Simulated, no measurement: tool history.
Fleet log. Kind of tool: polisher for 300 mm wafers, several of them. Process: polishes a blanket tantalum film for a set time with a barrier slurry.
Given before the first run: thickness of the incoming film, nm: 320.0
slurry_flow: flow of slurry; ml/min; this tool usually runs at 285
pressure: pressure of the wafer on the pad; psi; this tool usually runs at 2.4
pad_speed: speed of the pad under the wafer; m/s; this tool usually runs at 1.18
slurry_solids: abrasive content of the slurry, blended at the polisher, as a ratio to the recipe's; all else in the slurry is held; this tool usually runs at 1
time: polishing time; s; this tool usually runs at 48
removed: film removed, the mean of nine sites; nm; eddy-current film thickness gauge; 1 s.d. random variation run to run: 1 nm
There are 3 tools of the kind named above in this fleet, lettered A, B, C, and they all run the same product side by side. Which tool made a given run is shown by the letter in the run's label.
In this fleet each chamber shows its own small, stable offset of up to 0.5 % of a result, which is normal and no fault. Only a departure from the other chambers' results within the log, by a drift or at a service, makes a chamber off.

{"hour": 2.5, "done": "chamber B: worn pad replaced by a new one"}
{"run": "1B", "hour": 2.8, "slurry_flow": 285, "pressure": 2.4, "pad_speed": 1.18, "slurry_solids": 1, "time": 48, "removed": 107.9}
{"run": "2C", "hour": 4.9, "slurry_flow": 285, "pressure": 2.4, "pad_speed": 1.18, "slurry_solids": 1, "time": 48, "removed": 106.93}
{"run": "3A", "hour": 7.4, "slurry_flow": 285, "pressure": 2.4, "pad_speed": 1.18, "slurry_solids": 1, "time": 48, "removed": 107.95}
{"run": "4A", "hour": 11.4, "slurry_flow": 285, "pressure": 2.4, "pad_speed": 1.18, "slurry_solids": 1, "time": 48, "removed": 108.86}
{"run": "5C", "hour": 15.2, "slurry_flow": 285, "pressure": 2.4, "pad_speed": 1.18, "slurry_solids": 1, "time": 48, "removed": 106.59}
{"run": "6B", "hour": 17.2, "slurry_flow": 225, "pressure": 2.4, "pad_speed": 1.18, "slurry_solids": 1, "time": 48, "removed": 105.62}
{"run": "7C", "hour": 19.4, "slurry_flow": 225, "pressure": 2.4, "pad_speed": 1.18, "slurry_solids": 1, "time": 48, "removed": 104.53}
{"run": "8A", "hour": 21.4, "slurry_flow": 225, "pressure": 2.4, "pad_speed": 1.18, "slurry_solids": 1, "time": 48, "removed": 103.52}
{"run": "9B", "hour": 25.5, "slurry_flow": 285, "pressure": 2.4, "pad_speed": 1.18, "slurry_solids": 1, "time": 48, "removed": 104.3}
{"run": "10B", "hour": 29.4, "slurry_flow": 285, "pressure": 2.4, "pad_speed": 1.18, "slurry_solids": 1, "time": 48, "removed": 107.15}
{"run": "11C", "hour": 32.3, "slurry_flow": 245, "pressure": 2.4, "pad_speed": 1.18, "slurry_solids": 1, "time": 48, "removed": 104.8}
{"run": "12A", "hour": 34.3, "slurry_flow": 245, "pressure": 2.4, "pad_speed": 1.18, "slurry_solids": 1, "time": 48, "removed": 106.36}
{"hour": 38.2, "done": "chamber B: slurry blender recalibrated"}
{"run": "13C", "hour": 38.4, "slurry_flow": 245, "pressure": 2.4, "pad_speed": 1.18, "slurry_solids": 1, "time": 48, "removed": 107.69}
{"run": "14B", "hour": 42.0, "slurry_flow": 285, "pressure": 2.4, "pad_speed": 1.18, "slurry_solids": 1, "time": 48, "removed": 107.33}
{"run": "15A", "hour": 45.8, "slurry_flow": 285, "pressure": 2.4, "pad_speed": 1.18, "slurry_solids": 1, "time": 48, "removed": 105.06}
{"run": "16B", "hour": 49.7, "slurry_flow": 285, "pressure": 2.4, "pad_speed": 1.18, "slurry_solids": 1, "time": 48, "removed": 107.97}
{"run": "17C", "hour": 53.8, "slurry_flow": 285, "pressure": 2.4, "pad_speed": 1.18, "slurry_solids": 1, "time": 48, "removed": 104.72}
{"run": "18A", "hour": 57.5, "slurry_flow": 285, "pressure": 2.4, "pad_speed": 1.18, "slurry_solids": 1, "time": 48, "removed": 109.09}
{"run": "19C", "hour": 60.1, "slurry_flow": 285, "pressure": 2.4, "pad_speed": 1.18, "slurry_solids": 1, "time": 48, "removed": 102.63}
{"run": "20A", "hour": 62.5, "slurry_flow": 285, "pressure": 2.4, "pad_speed": 1.18, "slurry_solids": 1, "time": 48, "removed": 108.52}
{"hour": 62.8, "done": "chamber A: worn pad replaced by a new one"}
{"run": "21B", "hour": 65.4, "slurry_flow": 285, "pressure": 2.4, "pad_speed": 0.82, "slurry_solids": 0.9, "time": 48, "removed": 71.645}
{"run": "22A", "hour": 69.7, "slurry_flow": 285, "pressure": 2.4, "pad_speed": 0.82, "slurry_solids": 0.9, "time": 48, "removed": 73.113}
{"run": "23B", "hour": 71.9, "slurry_flow": 285, "pressure": 2.4, "pad_speed": 0.82, "slurry_solids": 0.9, "time": 48, "removed": 72.036}
{"run": "24C", "hour": 74.5, "slurry_flow": 285, "pressure": 2.1, "pad_speed": 1.34, "slurry_solids": 1, "time": 48, "removed": 101.23}
{"run": "25B", "hour": 77.5, "slurry_flow": 285, "pressure": 2.1, "pad_speed": 1.34, "slurry_solids": 1, "time": 48, "removed": 105.52}
{"run": "26A", "hour": 81.8, "slurry_flow": 285, "pressure": 2.1, "pad_speed": 1.34, "slurry_solids": 1, "time": 48, "removed": 105.22}
{"run": "27C", "hour": 83.9, "slurry_flow": 285, "pressure": 2.4, "pad_speed": 1.18, "slurry_solids": 1, "time": 48, "removed": 100.4}
{"run": "28A", "hour": 86.2, "slurry_flow": 285, "pressure": 2.9, "pad_speed": 1.18, "slurry_solids": 0.85, "time": 48, "removed": 122.65}
{"run": "29C", "hour": 88.2, "slurry_flow": 285, "pressure": 2.9, "pad_speed": 1.18, "slurry_solids": 0.85, "time": 48, "removed": 113.82}
{"run": "30B", "hour": 91.9, "slurry_flow": 285, "pressure": 2.9, "pad_speed": 1.18, "slurry_solids": 0.85, "time": 48, "removed": 124.64}
{"run": "31A", "hour": 96.2, "slurry_flow": 285, "pressure": 2.4, "pad_speed": 1.18, "slurry_solids": 1, "time": 48, "removed": 108.62}
{"run": "32B", "hour": 100.1, "slurry_flow": 285, "pressure": 2.4, "pad_speed": 1.18, "slurry_solids": 1, "time": 48, "removed": 109.21}

Has any chamber moved away from the others, gradually or after a service, or does the common gauge drift, or do the chambers differ only by their own small steady offsets? State the chamber and the most likely cause if one applies.

Little by little, chamber C moves away from the other chambers.
Likeliest cause: removal rate lost through wear of the pad, % = 10.7.
Not necessarily distinguishable in this log from: head's pressure below its setpoint, %; abrasive missing from the slurry, %.

Which of the 4 candidates below, each the usual settings with something changed and its results left as question marks, puts chamber C back in line with what the other chambers give on the usual settings?
In line here means within this much of the mean the other chambers give on the usual settings: removed 3.6 nm
{"run": "33C-1", "hour": 103.2, "slurry_flow": 285, "pressure": 2.4, "pad_speed": 1.18, "slurry_solids": 0.85, "time": 48, "removed": "?"}
{"run": "33C-2", "hour": 103.2, "slurry_flow": 285, "pressure": 2.4, "pad_speed": 1.22, "slurry_solids": 1, "time": 48, "removed": "?"}
{"run": "33C-3", "hour": 103.2, "slurry_flow": 285, "pressure": 2.4, "pad_speed": 1.32, "slurry_solids": 1.05, "time": 48, "removed": "?"}
{"run": "33C-4", "hour": 103.2, "slurry_flow": 285, "pressure": 2.3, "pad_speed": 1.14, "slurry_solids": 1, "time": 46, "removed": "?"}

Usual-settings mean across the other chambers: removed 107.44 nm
run=33C-1 removed=91.773
run=33C-2 removed=99.617
run=33C-3 removed=109.29
run=33C-4 removed=85.405
Change 33C-3 lands the chamber within the allowed miss of the other chambers.
